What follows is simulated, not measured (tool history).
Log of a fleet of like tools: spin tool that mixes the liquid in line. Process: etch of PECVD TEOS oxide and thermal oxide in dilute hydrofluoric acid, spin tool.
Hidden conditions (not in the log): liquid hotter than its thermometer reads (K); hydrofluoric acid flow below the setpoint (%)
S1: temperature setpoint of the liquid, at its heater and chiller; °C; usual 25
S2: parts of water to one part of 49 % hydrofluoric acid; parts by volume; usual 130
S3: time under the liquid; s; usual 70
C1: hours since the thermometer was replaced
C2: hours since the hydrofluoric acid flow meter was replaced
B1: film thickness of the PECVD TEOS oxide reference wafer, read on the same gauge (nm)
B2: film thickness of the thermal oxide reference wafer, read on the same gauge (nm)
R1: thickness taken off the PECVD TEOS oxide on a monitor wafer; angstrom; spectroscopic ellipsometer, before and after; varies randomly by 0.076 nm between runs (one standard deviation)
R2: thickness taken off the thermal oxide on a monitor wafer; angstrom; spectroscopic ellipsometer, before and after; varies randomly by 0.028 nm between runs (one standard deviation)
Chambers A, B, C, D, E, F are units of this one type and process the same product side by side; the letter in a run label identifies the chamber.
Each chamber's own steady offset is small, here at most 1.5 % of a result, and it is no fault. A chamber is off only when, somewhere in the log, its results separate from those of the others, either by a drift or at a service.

run	day	S1	S2	S3	C1	C2	B1	B2	R1	R2
1D	0.200	25	130	70	1453.4	566.8	29.986	149.97	84.610	26.075
2C	0.496	25	130	70	640.2	840.1	29.988	150.01	83.398	25.927
3E	0.658	25	130	70	2783.3	67.6	29.997	149.98	83.354	26.732
4F	0.825	25	130	70	965.9	1138.9	29.999	149.96	84.160	26.349
5B	1.108	25	130	70	603.2	1323.1	30.004	150.02	82.795	26.131
6A	1.262	25	130	70	266.2	883.2	29.998	149.98	82.304	25.937
7A	1.538	25	130	70	272.8	889.8	30.017	149.96	82.815	25.810
# day 1.658: chamber A: hydrofluoric acid flow meter replaced
8E	1.796	25	130	70	2810.6	94.9	30.003	149.98	83.805	26.200
9B	1.954	25	130	70	623.5	1343.4	30.022	150.01	82.278	26.198
10F	2.142	25	130	70	997.5	1170.5	30.007	150.00	82.549	25.764
11D	2.367	25	130	70	1505.4	618.8	30.000	149.97	84.624	26.076
12C	2.671	25	130	70	692.4	892.3	29.976	149.98	83.561	25.993
13B	2.862	25	130	70	645.3	1365.2	30.001	150.01	82.732	25.888
14E	3.067	25	130	70	2841.1	125.4	30.016	149.96	83.227	26.662
15A	3.367	25	130	70	316.7	41.0	29.988	150.02	83.163	25.752
16D	3.654	25	130	55	1536.3	649.7	29.996	150.02	65.685	20.799
17C	3.904	25	130	55	722.0	921.9	29.989	149.98	65.914	20.307
18F	4.217	25	130	55	1047.3	1220.3	30.014	149.97	66.100	20.134
19B	4.467	25	130	55	683.8	1403.7	30.006	150.02	65.275	20.551
20E	4.650	25	130	55	2879.1	163.4	29.978	150.03	65.751	20.545
# day 4.812: chamber D: hydrofluoric acid flow meter replaced
21D	4.821	25	130	55	1564.3	0.3	30.013	149.97	66.646	20.433
22C	4.996	25	85	85	748.2	948.1	30.011	149.97	165.340	50.657
23A	5.267	25	85	85	362.3	86.6	30.000	149.98	163.020	52.148
24F	5.446	25	85	85	1076.8	1249.8	29.988	150.03	164.930	51.532
25A	5.583	25	85	85	369.9	94.2	29.998	150.03	159.770	50.660
26F	5.721	25	85	85	1083.4	1256.4	30.002	150.01	164.150	51.155
27E	5.958	25	85	85	2910.5	194.8	30.021	150.01	167.010	52.459
# day 6.033: chamber F: hydrofluoric acid flow meter replaced
28C	6.154	25	130	70	776.0	975.9	29.981	150.00	83.009	25.620
29B	6.412	30	130	70	730.5	1450.4	30.019	150.02	99.358	31.313
30D	6.700	30	130	70	1609.4	45.4	29.993	150.00	101.340	31.097
31C	6.938	30	130	70	794.8	994.7	30.015	150.04	101.790	31.184
32F	7.092	30	130	70	1116.3	25.5	30.011	150.02	98.692	31.541
33E	7.383	30	130	70	2944.7	229.0	30.009	150.01	101.210	31.341
34B	7.604	30	130	70	759.1	1479.0	29.980	150.01	100.430	31.790
35D	7.788	25	130	70	1635.5	71.5	30.016	150.01	83.881	26.192
36A	8.092	25	130	70	430.1	154.4	30.004	149.99	81.735	26.157
# day 8.200: chamber E: thermometer replaced
37E	8.242	25	130	70	1.1	249.6	30.001	150.00	82.729	25.912
38C	8.392	25	130	70	829.7	1029.6	29.983	150.02	82.067	25.639

Next, all 6 chambers run the settings below, one line each with question marks for the results. What does each chamber give?
39A	8.612	25	130	30					?	?
39B	8.612	25	130	30					?	?
39C	8.612	25	130	30					?	?
39D	8.612	25	130	30					?	?
39E	8.612	25	130	30					?	?
39F	8.612	25	130	30					?	?

run	R1	R2
39A	35.777	11.283
39B	35.832	11.295
39C	35.811	10.892
39D	35.693	11.297
39E	35.318	11.120
39F	35.476	11.205

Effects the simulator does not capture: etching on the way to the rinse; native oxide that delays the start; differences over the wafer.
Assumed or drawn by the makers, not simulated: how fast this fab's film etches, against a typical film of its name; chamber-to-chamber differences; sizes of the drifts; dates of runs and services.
